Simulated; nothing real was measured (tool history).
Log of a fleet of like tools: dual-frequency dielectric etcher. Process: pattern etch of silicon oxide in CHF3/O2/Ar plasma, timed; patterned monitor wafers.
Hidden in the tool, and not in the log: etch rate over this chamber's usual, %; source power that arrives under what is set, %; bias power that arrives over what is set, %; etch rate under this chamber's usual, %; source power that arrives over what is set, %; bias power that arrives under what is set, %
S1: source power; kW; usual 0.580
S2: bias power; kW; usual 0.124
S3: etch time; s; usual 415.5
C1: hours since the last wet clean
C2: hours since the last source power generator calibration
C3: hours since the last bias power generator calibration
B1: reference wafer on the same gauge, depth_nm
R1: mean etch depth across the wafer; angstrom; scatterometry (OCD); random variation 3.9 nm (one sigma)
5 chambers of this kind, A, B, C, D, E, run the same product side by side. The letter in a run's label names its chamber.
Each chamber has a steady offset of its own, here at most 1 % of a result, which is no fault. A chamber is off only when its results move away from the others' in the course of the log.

run,day,S1,S2,S3,C1,C2,C3,B1,R1
1C,0.267,0.580,0.124,415.5,247.9,1049.8,3199.9,592.99,7182.8
2E,0.442,0.580,0.124,415.5,152.5,2993.1,590.0,593.40,7128.5
3A,0.583,0.580,0.124,415.5,48.0,193.8,1638.5,593.25,7288.7
4B,0.867,0.580,0.124,415.5,142.2,544.3,2318.8,593.04,7097.3
5D,1.150,0.580,0.124,415.5,241.9,1339.7,4827.4,592.71,7118.9
6C,1.342,0.580,0.124,415.5,273.7,1075.6,3225.7,592.37,7139.4
7B,1.608,0.580,0.124,415.5,160.0,562.1,2336.6,593.81,7053.8
8D,1.817,0.580,0.124,415.5,257.9,1355.7,4843.4,593.58,7232.5
9E,2.108,0.580,0.124,415.5,192.5,3033.1,630.0,592.76,7189.2
10A,2.250,0.580,0.124,415.5,88.0,233.8,1678.5,593.80,7189.5
11D,2.488,0.580,0.124,415.5,274.0,1371.8,4859.5,593.50,7156.9
12B,2.788,0.580,0.124,415.5,188.3,590.4,2364.9,592.86,7108.6
13E,3.050,0.580,0.124,415.5,215.1,3055.7,652.6,592.75,7099.2
14C,3.229,0.500,0.124,458.5,319.0,1120.9,3271.0,592.88,7368.5
15A,3.404,0.500,0.124,458.5,115.7,261.5,1706.2,592.92,7457.6
16A,3.696,0.500,0.124,458.5,122.7,268.5,1713.2,592.85,7581.5
17C,3.858,0.500,0.124,458.5,334.1,1136.0,3286.1,592.98,7374.7
18E,4.033,0.500,0.124,458.5,238.7,3079.3,676.2,592.89,7473.3
19B,4.225,0.720,0.124,415.5,222.8,624.9,2399.4,592.74,7715.4
20D,4.421,0.720,0.124,415.5,320.4,1418.2,4905.9,592.54,7766.4
21A,4.683,0.720,0.124,415.5,146.4,292.2,1736.9,593.40,7981.0
22D,4.938,0.720,0.124,415.5,332.8,1430.6,4918.3,592.69,7797.1
23B,5.179,0.720,0.124,415.5,245.7,647.8,2422.3,593.02,7765.0
24C,5.442,0.580,0.124,482.0,372.1,1174.0,3324.1,593.29,8059.5
25E,5.667,0.580,0.124,482.0,277.9,3118.5,715.4,592.36,8303.9
26D,5.850,0.580,0.124,482.0,354.7,1452.5,4940.2,592.10,8355.7
27B,6.096,0.580,0.124,482.0,267.7,669.8,2444.3,592.76,8272.7
# day 6.279: chamber D: wet clean of the chamber
28A,6.342,0.580,0.124,482.0,186.2,332.0,1776.7,592.89,8399.7
29C,6.554,0.580,0.124,415.5,398.8,1200.7,3350.8,593.21,7029.0
30E,6.696,0.580,0.124,415.5,302.6,3143.2,740.1,592.48,7132.9
31E,7.000,0.580,0.124,415.5,309.9,3150.5,747.4,592.88,7184.2
32A,7.271,0.580,0.102,415.5,208.5,354.3,1799.0,593.07,6832.5
33D,7.533,0.580,0.102,415.5,30.1,1492.9,4980.6,592.78,6716.1

What goes on in this fleet: one chamber off, a drifting gauge, or nothing beyond the chambers' own small offsets? Name the chamber and the cause, if any.

Chamber C drifts away from the others.
Cause: etch rate under this chamber's usual, % = 3.16.

Here are 4 candidates for chamber C's next run, each the usual settings with a change, their results left as question marks. Which one brings its results back in line with what the others give on the usual settings?
In line means no further than this from the other chambers' mean on the usual settings: R1 140.0 angstrom
34C-1,7.754,0.580,0.125,427.0,,,,,?
34C-2,7.754,0.580,0.124,442.5,,,,,?
34C-3,7.754,0.580,0.112,415.5,,,,,?
34C-4,7.754,0.580,0.122,390.5,,,,,?

The other chambers' mean on the usual settings: R1 7175.2 angstrom
run,R1
34C-1,7177.5
34C-2,7419.6
34C-3,6753.2
34C-4,6514.8
34C-1 brings the chamber back in line.
